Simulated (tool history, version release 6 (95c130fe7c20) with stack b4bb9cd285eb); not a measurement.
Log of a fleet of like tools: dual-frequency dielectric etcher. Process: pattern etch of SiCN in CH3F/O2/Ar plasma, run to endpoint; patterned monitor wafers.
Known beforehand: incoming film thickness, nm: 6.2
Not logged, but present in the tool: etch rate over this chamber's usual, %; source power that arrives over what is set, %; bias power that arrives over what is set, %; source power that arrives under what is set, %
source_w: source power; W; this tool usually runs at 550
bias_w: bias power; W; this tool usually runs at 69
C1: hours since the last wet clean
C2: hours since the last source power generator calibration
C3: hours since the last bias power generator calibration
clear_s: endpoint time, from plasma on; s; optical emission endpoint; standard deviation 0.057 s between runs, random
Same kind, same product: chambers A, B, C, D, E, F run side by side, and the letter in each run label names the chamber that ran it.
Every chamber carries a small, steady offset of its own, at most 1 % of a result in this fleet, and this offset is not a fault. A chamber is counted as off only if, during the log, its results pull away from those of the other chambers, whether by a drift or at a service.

{"run": "1E", "hour": 6.2, "source_w": 550, "bias_w": 69, "C1": 216.3, "C2": 2786.6, "C3": 3316.2, "clear_s": 14.985}
{"run": "2A", "hour": 14.4, "source_w": 550, "bias_w": 69, "C1": 180.6, "C2": 538.4, "C3": 2171.9, "clear_s": 14.936}
{"run": "3F", "hour": 21.5, "source_w": 550, "bias_w": 69, "C1": 342.5, "C2": 445.7, "C3": 1028.6, "clear_s": 14.762}
{"run": "4B", "hour": 28.9, "source_w": 550, "bias_w": 69, "C1": 427.6, "C2": 722.8, "C3": 2652.6, "clear_s": 14.694}
{"run": "5C", "hour": 39.8, "source_w": 550, "bias_w": 69, "C1": 269.5, "C2": 1208.1, "C3": 3946.5, "clear_s": 14.891}
{"run": "6D", "hour": 51.1, "source_w": 650, "bias_w": 86, "C1": 431, "C2": 2850.5, "C3": 2951.1, "clear_s": 13.013}
{"run": "7B", "hour": 59.6, "source_w": 650, "bias_w": 86, "C1": 458.3, "C2": 753.5, "C3": 2683.3, "clear_s": 12.989}
{"hour": 65.5, "done": "chamber B: wet clean of the chamber"}
{"run": "8A", "hour": 68.4, "source_w": 650, "bias_w": 86, "C1": 234.6, "C2": 592.4, "C3": 2225.9, "clear_s": 12.925}
{"run": "9E", "hour": 74.2, "source_w": 650, "bias_w": 86, "C1": 284.3, "C2": 2854.6, "C3": 3384.2, "clear_s": 13.024}
{"run": "10C", "hour": 81.4, "source_w": 650, "bias_w": 86, "C1": 311.1, "C2": 1249.7, "C3": 3988.1, "clear_s": 12.952}
{"run": "11F", "hour": 87.8, "source_w": 650, "bias_w": 86, "C1": 408.8, "C2": 512, "C3": 1094.9, "clear_s": 12.777}
{"run": "12D", "hour": 95.8, "source_w": 550, "bias_w": 69, "C1": 475.7, "C2": 2895.2, "C3": 2995.8, "clear_s": 14.985}
{"run": "13E", "hour": 101.6, "source_w": 600, "bias_w": 58, "C1": 311.7, "C2": 2882, "C3": 3411.6, "clear_s": 15.223}
{"hour": 102.3, "done": "chamber C: bias power generator calibrated"}
{"run": "14F", "hour": 110.3, "source_w": 600, "bias_w": 58, "C1": 431.3, "C2": 534.5, "C3": 1117.4, "clear_s": 15.198}
{"run": "15D", "hour": 121.3, "source_w": 600, "bias_w": 58, "C1": 501.2, "C2": 2920.7, "C3": 3021.3, "clear_s": 15.362}
{"run": "16C", "hour": 128.2, "source_w": 600, "bias_w": 58, "C1": 357.9, "C2": 1296.5, "C3": 25.9, "clear_s": 15.076}
{"run": "17B", "hour": 139.2, "source_w": 600, "bias_w": 58, "C1": 73.8, "C2": 833.1, "C3": 2762.9, "clear_s": 15.06}
{"hour": 144.7, "done": "chamber F: wet clean of the chamber"}
{"run": "18A", "hour": 148.9, "source_w": 600, "bias_w": 58, "C1": 315.1, "C2": 672.9, "C3": 2306.4, "clear_s": 15.127}
{"run": "19A", "hour": 159.3, "source_w": 550, "bias_w": 69, "C1": 325.5, "C2": 683.3, "C3": 2316.8, "clear_s": 14.867}
{"hour": 165.3, "done": "chamber C: wet clean of the chamber"}
{"run": "20B", "hour": 171.0, "source_w": 550, "bias_w": 69, "C1": 105.6, "C2": 864.9, "C3": 2794.7, "clear_s": 14.767}
{"run": "21C", "hour": 180.3, "source_w": 550, "bias_w": 69, "C1": 15.1, "C2": 1348.6, "C3": 78, "clear_s": 14.87}
{"run": "22E", "hour": 188.0, "source_w": 550, "bias_w": 69, "C1": 398.1, "C2": 2968.4, "C3": 3498, "clear_s": 14.72}
{"run": "23D", "hour": 193.9, "source_w": 550, "bias_w": 69, "C1": 573.8, "C2": 2993.3, "C3": 3093.9, "clear_s": 14.929}
{"run": "24F", "hour": 204.5, "source_w": 550, "bias_w": 69, "C1": 59.9, "C2": 628.7, "C3": 1211.6, "clear_s": 14.841}
{"run": "25B", "hour": 210.5, "source_w": 550, "bias_w": 78, "C1": 145.1, "C2": 904.4, "C3": 2834.2, "clear_s": 14.207}
{"run": "26E", "hour": 221.7, "source_w": 550, "bias_w": 78, "C1": 431.8, "C2": 3002.1, "C3": 3531.7, "clear_s": 14.112}
{"run": "27C", "hour": 229.7, "source_w": 550, "bias_w": 78, "C1": 64.5, "C2": 1398, "C3": 127.4, "clear_s": 14.111}
{"run": "28A", "hour": 237.3, "source_w": 550, "bias_w": 78, "C1": 403.5, "C2": 761.3, "C3": 2394.8, "clear_s": 14.322}
{"run": "29F", "hour": 244.9, "source_w": 550, "bias_w": 78, "C1": 100.3, "C2": 669.1, "C3": 1252, "clear_s": 14.143}
{"run": "30D", "hour": 251.0, "source_w": 550, "bias_w": 78, "C1": 630.9, "C2": 3050.4, "C3": 3151, "clear_s": 14.354}
{"hour": 261.8, "done": "chamber D: wet clean of the chamber"}
{"run": "31D", "hour": 262.7, "source_w": 550, "bias_w": 69, "C1": 0.9, "C2": 3062.1, "C3": 3162.7, "clear_s": 14.908}
{"run": "32F", "hour": 273.5, "source_w": 550, "bias_w": 69, "C1": 128.9, "C2": 697.7, "C3": 1280.6, "clear_s": 14.748}
{"run": "33C", "hour": 280.8, "source_w": 610, "bias_w": 78, "C1": 115.6, "C2": 1449.1, "C3": 178.5, "clear_s": 13.691}
{"run": "34B", "hour": 290.5, "source_w": 610, "bias_w": 78, "C1": 225.1, "C2": 984.4, "C3": 2914.2, "clear_s": 13.567}
{"run": "35A", "hour": 299.6, "source_w": 610, "bias_w": 78, "C1": 465.8, "C2": 823.6, "C3": 2457.1, "clear_s": 13.668}
{"hour": 300.2, "done": "chamber B: bias power generator calibrated"}
{"run": "36E", "hour": 304.8, "source_w": 610, "bias_w": 78, "C1": 514.9, "C2": 3085.2, "C3": 3614.8, "clear_s": 13.352}
{"run": "37D", "hour": 310.6, "source_w": 610, "bias_w": 78, "C1": 48.8, "C2": 3110, "C3": 3210.6, "clear_s": 13.689}
{"run": "38A", "hour": 319.2, "source_w": 610, "bias_w": 78, "C1": 485.4, "C2": 843.2, "C3": 2476.7, "clear_s": 13.719}
{"run": "39C", "hour": 328.2, "source_w": 550, "bias_w": 69, "C1": 163, "C2": 1496.5, "C3": 225.9, "clear_s": 14.902}
{"run": "40E", "hour": 336.7, "source_w": 550, "bias_w": 69, "C1": 546.8, "C2": 3117.1, "C3": 3646.7, "clear_s": 14.38}
{"run": "41B", "hour": 346.5, "source_w": 550, "bias_w": 69, "C1": 281.1, "C2": 1040.4, "C3": 46.4, "clear_s": 14.813}

The same settings go to every chamber for the next run, one line per chamber below. Forecast the results for each:
{"run": "42A", "hour": 354.9, "source_w": 620, "bias_w": 69, "clear_s": "?"}
{"run": "42B", "hour": 354.9, "source_w": 620, "bias_w": 69, "clear_s": "?"}
{"run": "42C", "hour": 354.9, "source_w": 620, "bias_w": 69, "clear_s": "?"}
{"run": "42D", "hour": 354.9, "source_w": 620, "bias_w": 69, "clear_s": "?"}
{"run": "42E", "hour": 354.9, "source_w": 620, "bias_w": 69, "clear_s": "?"}
{"run": "42F", "hour": 354.9, "source_w": 620, "bias_w": 69, "clear_s": "?"}

run=42A clear_s=14.145
run=42B clear_s=14.151
run=42C clear_s=14.161
run=42D clear_s=14.202
run=42E clear_s=13.684
run=42F clear_s=14.121

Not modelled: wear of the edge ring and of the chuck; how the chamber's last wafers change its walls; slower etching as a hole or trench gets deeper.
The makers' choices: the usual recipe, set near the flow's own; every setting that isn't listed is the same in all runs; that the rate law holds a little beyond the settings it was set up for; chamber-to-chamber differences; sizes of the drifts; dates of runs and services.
